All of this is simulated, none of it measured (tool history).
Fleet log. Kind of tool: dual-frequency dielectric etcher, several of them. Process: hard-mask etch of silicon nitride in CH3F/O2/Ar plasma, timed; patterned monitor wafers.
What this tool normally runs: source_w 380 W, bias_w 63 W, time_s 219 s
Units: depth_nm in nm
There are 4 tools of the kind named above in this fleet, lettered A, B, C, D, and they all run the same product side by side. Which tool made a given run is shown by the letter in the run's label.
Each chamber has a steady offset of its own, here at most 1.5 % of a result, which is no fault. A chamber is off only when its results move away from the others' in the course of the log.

run,hour,source_w,bias_w,time_s,hours since the last wet clean,hours since the last source power generator calibration,hours since the last bias power generator calibration,"read-back reference wafer on the same gauge, depth_nm",depth_nm
1C,8.8,380,63,219,133,1608.8,1332.6,115.98,144.63
2A,16.9,380,63,219,400.2,1836.2,2932.1,116.08,142.27
3B,24.9,380,63,219,400.4,2127.5,1824.4,115.91,143.43
4D,31,380,63,219,330.8,2205.9,3356.7,116.04,144.62
5C,37.2,380,63,219,161.4,1637.2,1361,115.99,144.58
6D,43.3,380,63,219,343.1,2218.2,3369,116.07,144.18
7B,50.3,380,63,219,425.8,2152.9,1849.8,115.96,143.35
8A,59.3,380,63,219,442.6,1878.6,2974.5,116.15,141.55
9A,64.6,380,63,219,447.9,1883.9,2979.8,116.01,143.01
10B,70.7,380,63,219,446.2,2173.3,1870.2,116.01,143.41
11C,74.6,380,63,219,198.8,1674.6,1398.4,116.05,144
# hour 77.9: chamber C: source power generator calibrated
12D,81.5,380,63,219,381.3,2256.4,3407.2,115.99,143.98
13D,85.5,290,63,259,385.3,2260.4,3411.2,115.92,154.41
14A,90.6,290,63,259,473.9,1909.9,3005.8,115.94,151.2
15C,95.9,290,63,259,220.1,18,1419.7,116.11,155.03
16B,102.2,290,63,259,477.7,2204.8,1901.7,116.17,153.43
17C,110.6,380,63,219,234.8,32.7,1434.4,116.06,144.41
18A,115.9,380,63,219,499.2,1935.2,3031.1,115.99,142.05
19D,120.1,380,63,219,419.9,2295,3445.8,116.06,144.76
20B,127,380,63,219,502.5,2229.6,1926.5,115.96,143.71
21C,131.6,380,56,165,255.8,53.7,1455.4,116.08,104.32
22D,139,380,56,165,438.8,2313.9,3464.7,116.05,104.56
23B,147.4,380,56,165,522.9,2250,1946.9,115.94,103.66
# hour 152.6: chamber B: wet clean of the chamber
24A,154.2,380,56,165,537.5,1973.5,3069.4,115.99,103.06
# hour 160: chamber A: wet clean of the chamber
25B,160.4,380,63,219,7.9,2263,1959.9,116.04,142.94
26D,166.8,380,63,219,466.6,2341.7,3492.5,115.97,143.48
27C,175,380,63,219,299.2,97.1,1498.8,115.99,144.76
28A,180.3,380,63,219,20.4,1999.6,3095.5,116.1,141.27
29C,186.1,380,63,219,310.3,108.2,1509.9,116.05,145.37
30B,190.9,380,63,219,38.4,2293.5,1990.4,115.98,143.88
31D,195.3,380,63,219,495.1,2370.2,3521,115.96,143.76
32A,201,380,63,219,41.1,2020.3,3116.2,115.83,142.18
33A,207.2,380,63,219,47.3,2026.5,3122.4,116.03,142.25
34C,213.7,380,63,219,337.9,135.8,1537.5,115.92,143.04
35D,217.8,380,63,219,517.6,2392.7,3543.5,115.95,144.92
36B,224.5,380,63,219,72,2327.1,2024,115.89,142.21
37D,230.2,380,63,219,530,2405.1,3555.9,115.89,143.81
38B,236.1,380,63,195,83.6,2338.7,2035.6,116.04,126.9
39A,245,380,63,195,85.1,2064.3,3160.2,115.99,126.83
40C,253.5,380,63,195,377.7,175.6,1577.3,116.17,128.59
41A,262.1,380,63,195,102.2,2081.4,3177.3,115.97,125.83
# hour 264.7: chamber B: bias power generator calibrated
42C,269.5,380,63,219,393.7,191.6,1593.3,116.01,144.17
43B,278.3,380,63,219,125.8,2380.9,13.6,115.98,143.35
44D,283.2,380,63,219,583,2458.1,3608.9,115.91,144.38

Next, every chamber runs the same settings. What will each give?
45A,289.7,380,63,219,,,,,?
45B,289.7,380,63,219,,,,,?
45C,289.7,380,63,219,,,,,?
45D,289.7,380,63,219,,,,,?

run,depth_nm
45A,141.64
45B,143.53
45C,143.74
45D,144.72
